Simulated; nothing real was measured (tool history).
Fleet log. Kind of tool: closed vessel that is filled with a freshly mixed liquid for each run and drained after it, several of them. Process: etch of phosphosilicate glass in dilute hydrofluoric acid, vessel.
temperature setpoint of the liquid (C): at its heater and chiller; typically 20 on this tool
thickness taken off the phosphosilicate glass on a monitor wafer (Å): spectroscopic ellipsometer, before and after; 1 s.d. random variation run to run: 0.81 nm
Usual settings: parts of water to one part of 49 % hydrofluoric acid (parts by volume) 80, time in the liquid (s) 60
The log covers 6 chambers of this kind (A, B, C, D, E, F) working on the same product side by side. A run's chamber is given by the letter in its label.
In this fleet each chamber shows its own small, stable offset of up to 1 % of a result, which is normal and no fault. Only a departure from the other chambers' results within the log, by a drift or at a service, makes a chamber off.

run	day	temperature setpoint of the liquid (C)	parts of water to one part of 49 % hydrofluoric acid (parts by volume)	time in the liquid (s)	hours since the thermometer was replaced	hours since the hydrofluoric acid flow meter was replaced	read-back film thickness of the phosphosilicate glass reference wafer, read on the same gauge (nm)	thickness taken off the phosphosilicate glass on a monitor wafer (Å)
1F	0.154	20	80	60	3072.8	522	79.987	879.19
2E	0.271	20	80	60	1931.7	629.9	79.999	881.59
3A	0.375	20	80	60	20	705.8	79.987	890.57
4B	0.567	20	80	60	673.9	37.5	80.018	895.41
5C	0.717	20	80	60	220.2	1846.5	79.999	884.45
6D	0.95	20	80	35	992.3	244	79.991	522.63
7D	1.171	20	80	35	997.6	249.3	80.019	521.9
8E	1.333	20	80	35	1957.2	655.4	80.004	526.7
9A	1.45	20	80	35	45.8	731.6	80.009	528.17
10C	1.562	20	80	35	240.5	1866.8	79.987	524.51
11F	1.725	20	80	35	3110.5	559.7	79.997	522.24
12B	1.9	17	100	60	705.9	69.5	79.995	626.53
13A	2.096	17	100	60	61.3	747.1	80.006	622.47
14C	2.25	17	100	60	257	1883.3	80.014	619.47
15E	2.383	17	100	60	1982.4	680.6	80	627.52
16F	2.55	17	100	60	3130.3	579.5	79.989	616.18
17D	2.771	17	100	60	1036	287.7	80.025	620.96
18B	2.958	20	80	60	731.3	94.9	80.019	895.23
19F	3.079	20	80	60	3143	592.2	80.011	899.63
20D	3.267	20	80	60	1047.9	299.6	80.031	886.02
21E	3.421	20	80	60	2007.3	705.5	79.987	886.58
22A	3.567	20	80	60	96.6	782.4	80.005	891.53
23C	3.688	20	110	60	291.5	1917.8	80.006	633.52
24B	3.8	20	110	60	751.5	115.1	80.003	633.83
25F	4.029	20	110	60	3165.8	615	79.969	634.11
26B	4.258	20	110	60	762.5	126.1	80.004	632.37
27E	4.454	20	110	60	2032.1	730.3	80.018	593.67
28A	4.696	20	110	60	123.7	809.5	80.01	629.56
29D	4.925	20	80	60	1087.7	339.4	79.98	897.78
30C	5.067	20	80	60	324.6	1950.9	80.026	889.73
31E	5.233	20	80	60	2050.8	749	80.003	819.38
32A	5.392	20	80	60	140.4	826.2	79.983	913.75
33B	5.546	20	80	60	793.4	157	80.012	899.51
34C	5.683	20	80	60	339.4	1965.7	79.984	893.27
35F	5.9	20	80	60	3210.7	659.9	79.972	891.2
36D	6.104	20	80	60	1116	367.7	80.017	909
37D	6.233	20	80	60	1119.1	370.8	79.987	898.11
38A	6.367	20	80	60	163.8	849.6	80.029	908.08
39E	6.517	20	80	60	2081.6	779.8	79.997	799.9
40B	6.679	20	80	60	820.6	184.2	80.022	891.84
41F	6.842	20	80	60	3233.3	682.5	80.015	899.32
42C	6.979	20	80	60	370.5	1996.8	79.992	904.03
43D	7.171	20	80	60	1141.6	393.3	80.025	893.06

Predict what each chamber gives when all 6 of them run the settings below next.
44A	7.346	20	110	60				?
44B	7.346	20	110	60				?
44C	7.346	20	110	60				?
44D	7.346	20	110	60				?
44E	7.346	20	110	60				?
44F	7.346	20	110	60				?

run	thickness taken off the phosphosilicate glass on a monitor wafer (Å)
44A	626.73
44B	630.55
44C	632.84
44D	643.31
44E	559.44
44F	622.96
